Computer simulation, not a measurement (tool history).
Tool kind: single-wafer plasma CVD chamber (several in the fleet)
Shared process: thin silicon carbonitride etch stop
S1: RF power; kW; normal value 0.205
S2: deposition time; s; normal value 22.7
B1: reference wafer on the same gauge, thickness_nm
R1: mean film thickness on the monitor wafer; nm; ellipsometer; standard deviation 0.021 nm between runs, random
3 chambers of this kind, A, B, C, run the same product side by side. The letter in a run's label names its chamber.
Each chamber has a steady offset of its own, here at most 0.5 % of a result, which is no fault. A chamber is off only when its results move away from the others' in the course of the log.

run 1B hour=7.3 | S1=0.205 S2=22.7 | B1=14.494 | R1=13.074
-- hour=18.3 chamber C: RF generator calibrated
run 2C hour=21.9 | S1=0.205 S2=22.7 | B1=14.495 | R1=12.969
run 3A hour=34.6 | S1=0.205 S2=22.7 | B1=14.487 | R1=13.050
run 4C hour=46.2 | S1=0.205 S2=22.7 | B1=14.480 | R1=12.995
run 5B hour=58.1 | S1=0.205 S2=24.1 | B1=14.480 | R1=13.839
run 6A hour=72.8 | S1=0.205 S2=24.1 | B1=14.471 | R1=13.841
run 7B hour=87.0 | S1=0.205 S2=24.1 | B1=14.470 | R1=13.829
run 8A hour=101.5 | S1=0.205 S2=22.7 | B1=14.460 | R1=13.020
run 9C hour=109.1 | S1=0.205 S2=22.7 | B1=14.456 | R1=12.961
run 10C hour=119.7 | S1=0.205 S2=22.7 | B1=14.458 | R1=12.970
run 11B hour=133.5 | S1=0.190 S2=25.2 | B1=14.445 | R1=14.110
run 12A hour=142.0 | S1=0.190 S2=25.2 | B1=14.442 | R1=14.130
run 13A hour=155.0 | S1=0.190 S2=25.2 | B1=14.442 | R1=14.137
run 14C hour=162.3 | S1=0.205 S2=22.7 | B1=14.439 | R1=12.962
run 15B hour=176.8 | S1=0.205 S2=22.7 | B1=14.433 | R1=13.028
run 16A hour=183.5 | S1=0.205 S2=22.7 | B1=14.431 | R1=13.050
run 17C hour=192.6 | S1=0.205 S2=22.7 | B1=14.434 | R1=12.956
run 18B hour=202.8 | S1=0.205 S2=22.7 | B1=14.424 | R1=13.008
run 19B hour=214.3 | S1=0.205 S2=22.7 | B1=14.421 | R1=12.983
run 20A hour=223.4 | S1=0.205 S2=22.7 | B1=14.412 | R1=12.986
run 21C hour=234.5 | S1=0.205 S2=18.7 | B1=14.417 | R1=10.635
run 22B hour=241.8 | S1=0.205 S2=18.7 | B1=14.404 | R1=10.658

Which is it: a chamber that has drifted or been left off by a service, a gauge drift common to all chambers, or only each chamber's usual small offset? If a chamber is off, name it and its likeliest cause.

It is the gauge, not a chamber: its drift shows up in every chamber's results at once, and no chamber is off.
What lies behind it: gauge reads low (%) = 0.671.

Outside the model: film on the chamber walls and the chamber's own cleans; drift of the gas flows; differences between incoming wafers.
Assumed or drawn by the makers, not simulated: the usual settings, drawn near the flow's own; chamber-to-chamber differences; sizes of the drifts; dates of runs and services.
